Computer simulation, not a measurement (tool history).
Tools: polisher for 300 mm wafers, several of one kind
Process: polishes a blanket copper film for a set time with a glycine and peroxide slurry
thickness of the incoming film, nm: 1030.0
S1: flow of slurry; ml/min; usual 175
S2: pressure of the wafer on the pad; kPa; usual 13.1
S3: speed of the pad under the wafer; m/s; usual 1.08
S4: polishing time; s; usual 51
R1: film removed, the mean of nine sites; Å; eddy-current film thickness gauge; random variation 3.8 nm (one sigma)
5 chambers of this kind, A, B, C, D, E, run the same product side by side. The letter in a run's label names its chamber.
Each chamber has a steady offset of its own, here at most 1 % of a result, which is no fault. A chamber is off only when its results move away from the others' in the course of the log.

run	hour	S1	S2	S3	S4	R1
1C	4.7	175	13.1	1.08	51	2506.0
# hour 4.9: chamber E: worn pad replaced by a new one
2B	8.6	175	13.1	1.08	51	2516.9
3E	12.0	175	13.1	1.08	51	2521.5
4D	17.5	175	13.1	1.08	51	2503.6
5A	23.6	175	13.1	1.08	51	2570.9
# hour 24.1: chamber D: worn pad replaced by a new one
6D	27.5	175	13.1	1.08	51	2533.4
7E	33.2	210	13.1	1.08	68	3314.5
8A	37.5	210	13.1	1.08	68	3402.6
9B	42.1	210	13.1	1.08	68	3544.3
# hour 42.2: chamber B: worn pad replaced by a new one
10C	47.3	210	13.1	1.08	68	3418.8
11B	52.3	210	13.1	1.08	68	3458.3
# hour 54.5: chamber C: worn pad replaced by a new one
12C	58.1	175	13.1	1.08	51	2498.0
13E	64.1	175	13.1	1.08	51	2486.0
14D	69.1	175	13.1	1.24	59	3191.9
15A	74.7	175	13.1	1.24	59	3245.5
16E	81.8	175	13.1	1.24	59	3228.9
17C	85.1	175	13.1	1.24	59	3266.7
# hour 88.4: chamber D: worn pad replaced by a new one
18D	91.9	175	13.1	1.24	59	3228.8
# hour 92.2: chamber A: worn pad replaced by a new one
# hour 96.7: chamber B: worn pad replaced by a new one
19A	97.9	175	13.1	1.08	51	2587.1
# hour 103.3: chamber B: head pressure recalibrated
20B	103.9	175	13.1	1.08	51	2534.7
# hour 106.4: chamber E: slurry nozzle cleaned
21C	109.2	175	13.1	1.08	51	2516.0
22D	113.9	175	13.1	1.08	51	2461.8
23A	119.7	175	13.1	1.08	51	2514.3
24E	126.3	175	13.1	1.08	51	2451.6
# hour 132.0: chamber E: worn pad replaced by a new one
25B	133.0	175	13.1	1.08	51	2607.8
26C	138.3	175	13.1	1.08	51	2503.2
# hour 139.5: chamber C: worn pad replaced by a new one
27A	141.8	175	13.1	1.08	51	2553.0
# hour 142.2: chamber D: worn pad replaced by a new one
28D	145.9	175	13.1	1.08	51	2546.8
# hour 149.5: chamber B: worn pad replaced by a new one
29E	150.1	175	13.1	1.08	51	2539.7
30B	155.7	175	13.1	1.08	51	2533.3
31B	163.0	175	13.1	1.08	51	2473.3
32D	167.4	175	13.1	1.38	51	3019.6
33E	174.6	175	13.1	1.38	51	3065.0
34C	180.9	175	13.1	1.38	51	3050.6
35A	187.5	175	13.1	1.38	51	3069.9
36A	194.5	175	13.1	1.38	51	3119.4
37C	199.2	175	13.1	1.08	51	2499.6
38E	203.5	175	13.1	1.08	51	2510.0
# hour 208.3: chamber B: worn pad replaced by a new one
39B	208.6	175	13.1	1.08	51	2568.3
# hour 210.0: chamber D: worn pad replaced by a new one
# hour 212.5: chamber A: worn pad replaced by a new one
40D	213.4	175	13.1	1.08	51	2489.3
41D	217.8	175	13.1	1.08	51	2504.3
42B	221.4	175	13.1	1.08	51	2516.5
43E	228.1	175	8.3	1.38	51	2100.1
44A	234.1	175	8.3	1.38	51	2191.5

Is one chamber off against the others, does the gauge drift, or is nothing wrong? If a chamber is off, say which, and what the likeliest cause is.

No chamber stands off beyond its own small offset, and the gauge holds steady.

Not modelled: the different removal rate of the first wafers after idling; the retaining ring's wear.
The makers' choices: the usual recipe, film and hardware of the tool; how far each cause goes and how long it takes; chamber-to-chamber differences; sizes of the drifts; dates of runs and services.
